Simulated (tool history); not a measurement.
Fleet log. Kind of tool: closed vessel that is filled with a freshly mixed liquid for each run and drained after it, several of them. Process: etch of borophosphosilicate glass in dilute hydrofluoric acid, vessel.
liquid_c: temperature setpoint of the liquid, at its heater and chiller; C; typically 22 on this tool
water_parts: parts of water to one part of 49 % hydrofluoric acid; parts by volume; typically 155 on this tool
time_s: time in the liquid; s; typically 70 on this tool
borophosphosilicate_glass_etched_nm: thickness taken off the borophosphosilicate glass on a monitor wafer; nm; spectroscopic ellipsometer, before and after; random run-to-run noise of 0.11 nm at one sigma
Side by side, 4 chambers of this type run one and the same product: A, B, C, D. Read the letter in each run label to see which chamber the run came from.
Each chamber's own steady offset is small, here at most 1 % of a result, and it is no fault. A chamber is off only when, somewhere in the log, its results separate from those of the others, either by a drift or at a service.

run   hour  liquid_c  water_parts  time_s  read-back film thickness of the borophosphosilicate glass reference wafer, read on the same gauge (nm)  borophosphosilicate_glass_etched_nm
 1A    8.2        22          155      70                                                                                                  99.997                                16.32
 2D   12.9        22          155      70                                                                                                  100.01                               16.476
 3B   19.2        22          155      70                                                                                                  99.988                               16.395
 4C   23.1        22          155      70                                                                                                  99.996                               16.339
 5D   27.4        22          155      70                                                                                                  99.961                               16.101
 6A   33.9        22          155      70                                                                                                  99.999                                16.34
 7B   38.2        22          155      70                                                                                                  99.981                               16.085
 8C   46.1        22          155      70                                                                                                  99.994                               16.566
 9A     51        22          155      70                                                                                                  99.977                                16.16
10C   55.4        22          155      70                                                                                                  100.04                               16.388
11B   61.8        22          155      70                                                                                                     100                               16.287
12D     66        22           85      85                                                                                                     100                               40.048
13D   73.2        22           85      85                                                                                                  99.974                                39.89
14A   81.2        22           85      85                                                                                                  99.993                               39.582
15C   88.7        22           85      85                                                                                                  99.994                               39.049
16B   94.4        22          155      70                                                                                                  99.998                                16.04
17B  102.5        22          155      70                                                                                                     100                               16.053
18D  110.2        22          155      70                                                                                                  99.964                               16.874
19C  115.2        22          155      70                                                                                                  99.966                               16.412
20A    122        22          155      70                                                                                                  99.997                               16.206
21B  125.6        22          155      70                                                                                                     100                               16.104
22C  131.9        22          155      70                                                                                                     100                               16.339
23D  137.1        22          155      70                                                                                                  99.994                               16.818
24A  141.2        22          155      70                                                                                                  99.975                               16.282
25D  148.5        22          155      70                                                                                                  100.01                               17.139
26C  153.5        22          155      70                                                                                                  99.994                               16.542
27B  159.1        22          155      70                                                                                                  100.01                               16.145

One chamber off, gauge drift, or nothing amiss beyond the chambers' own small offsets? If it is a chamber, which one, and what is the likeliest cause?

It is chamber D that slowly wanders off from its peers.
Likeliest cause: hydrofluoric acid flow above the setpoint (%) = 3.96.
From this log alone, it may not be told apart from: liquid hotter than its thermometer reads (K).

Below are 4 candidate recipes for chamber D's next run, each the usual settings with a change, their results shown as question marks. Which of them brings D's results back in line with what the other chambers give on the usual settings?
A result is in line if it is within this distance of the other chambers' mean on the usual settings: borophosphosilicate_glass_etched_nm 0.39 nm
28D-1   165      20.5          155      70                                                                                                                                            ?
28D-2   165        22          160      65                                                                                                                                            ?
28D-3   165        22          150      75                                                                                                                                            ?
28D-4   165      23.5          155      70                                                                                                                                            ?

Other chambers, usual settings, mean: borophosphosilicate_glass_etched_nm 16.287 nm
  run  borophosphosilicate_glass_etched_nm
28D-1                               16.132
28D-2                               15.318
28D-3                               19.072
28D-4                               18.164
The answer is 28D-1, which returns the chamber to within the allowed miss of the others.
